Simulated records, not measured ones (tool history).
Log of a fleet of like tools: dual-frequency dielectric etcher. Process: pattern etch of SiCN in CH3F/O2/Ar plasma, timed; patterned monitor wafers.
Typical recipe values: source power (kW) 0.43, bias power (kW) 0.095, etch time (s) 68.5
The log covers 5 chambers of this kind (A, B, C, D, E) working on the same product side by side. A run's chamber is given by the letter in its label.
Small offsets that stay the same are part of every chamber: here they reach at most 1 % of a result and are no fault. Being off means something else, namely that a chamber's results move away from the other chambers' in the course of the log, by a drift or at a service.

run	hour	source power (kW)	bias power (kW)	etch time (s)	read-back reference wafer on the same gauge, depth_nm	mean etch depth across the wafer (angstrom)
1C	3.8	0.43	0.095	68.5	33.919	292.81
2A	6	0.43	0.095	68.5	33.912	296.61
3B	8.2	0.43	0.095	68.5	33.853	289.7
4E	10.8	0.43	0.095	68.5	33.879	290.2
5D	15	0.43	0.095	68.5	33.901	290.44
6B	17.5	0.43	0.095	68.5	33.933	290.73
7E	21.2	0.43	0.095	68.5	33.904	288.97
8D	25.7	0.43	0.095	68.5	33.847	291.15
9A	29.1	0.43	0.095	68.5	33.886	294.63
10C	33.8	0.43	0.095	68.5	33.859	291.7
11E	37.2	0.43	0.095	68.5	33.878	290.44
12B	40.4	0.43	0.095	68.5	33.885	290.73
13C	43.1	0.43	0.095	68.5	33.9	292.37
14A	47.8	0.43	0.095	68.5	33.88	294.95
15D	52.2	0.43	0.095	68.5	33.92	289.17
16C	54.8	0.43	0.095	68.5	33.896	293.27
17E	58.5	0.43	0.095	68.5	33.924	290.34
18A	60.8	0.43	0.095	68.5	33.913	297.47
19D	64.8	0.43	0.095	68.5	33.877	292.04
# hour 65.9: chamber E: wet clean of the chamber
20B	67.7	0.43	0.095	68.5	33.897	292.26
21E	70.9	0.52	0.095	57	33.905	259.26
22C	73.2	0.52	0.095	57	33.87	259.48
23B	75.8	0.52	0.095	57	33.855	260.53
24A	79	0.52	0.095	57	33.957	263.79
25D	82.3	0.52	0.095	57	33.934	260.51
26E	85.8	0.43	0.095	68.5	33.915	292.51
27A	88.7	0.43	0.095	68.5	33.927	294.74
28D	92.9	0.43	0.095	68.5	33.909	290.43
29B	96.2	0.43	0.095	68.5	33.896	293.91
30C	100.9	0.43	0.095	68.5	33.869	289.36
# hour 101.4: chamber D: wet clean of the chamber
31E	104.9	0.43	0.095	68.5	33.909	292.63
32A	108.6	0.43	0.095	68.5	33.872	295.66
33D	111.9	0.43	0.095	68.5	33.886	291.38
34B	116.3	0.43	0.095	68.5	33.87	292.09

Which is it: a chamber that has drifted or been left off by a service, a gauge drift common to all chambers, or only each chamber's usual small offset? If a chamber is off, name it and its likeliest cause.

The fleet is healthy, with each chamber sitting at its usual small offset and no drift in the gauge.

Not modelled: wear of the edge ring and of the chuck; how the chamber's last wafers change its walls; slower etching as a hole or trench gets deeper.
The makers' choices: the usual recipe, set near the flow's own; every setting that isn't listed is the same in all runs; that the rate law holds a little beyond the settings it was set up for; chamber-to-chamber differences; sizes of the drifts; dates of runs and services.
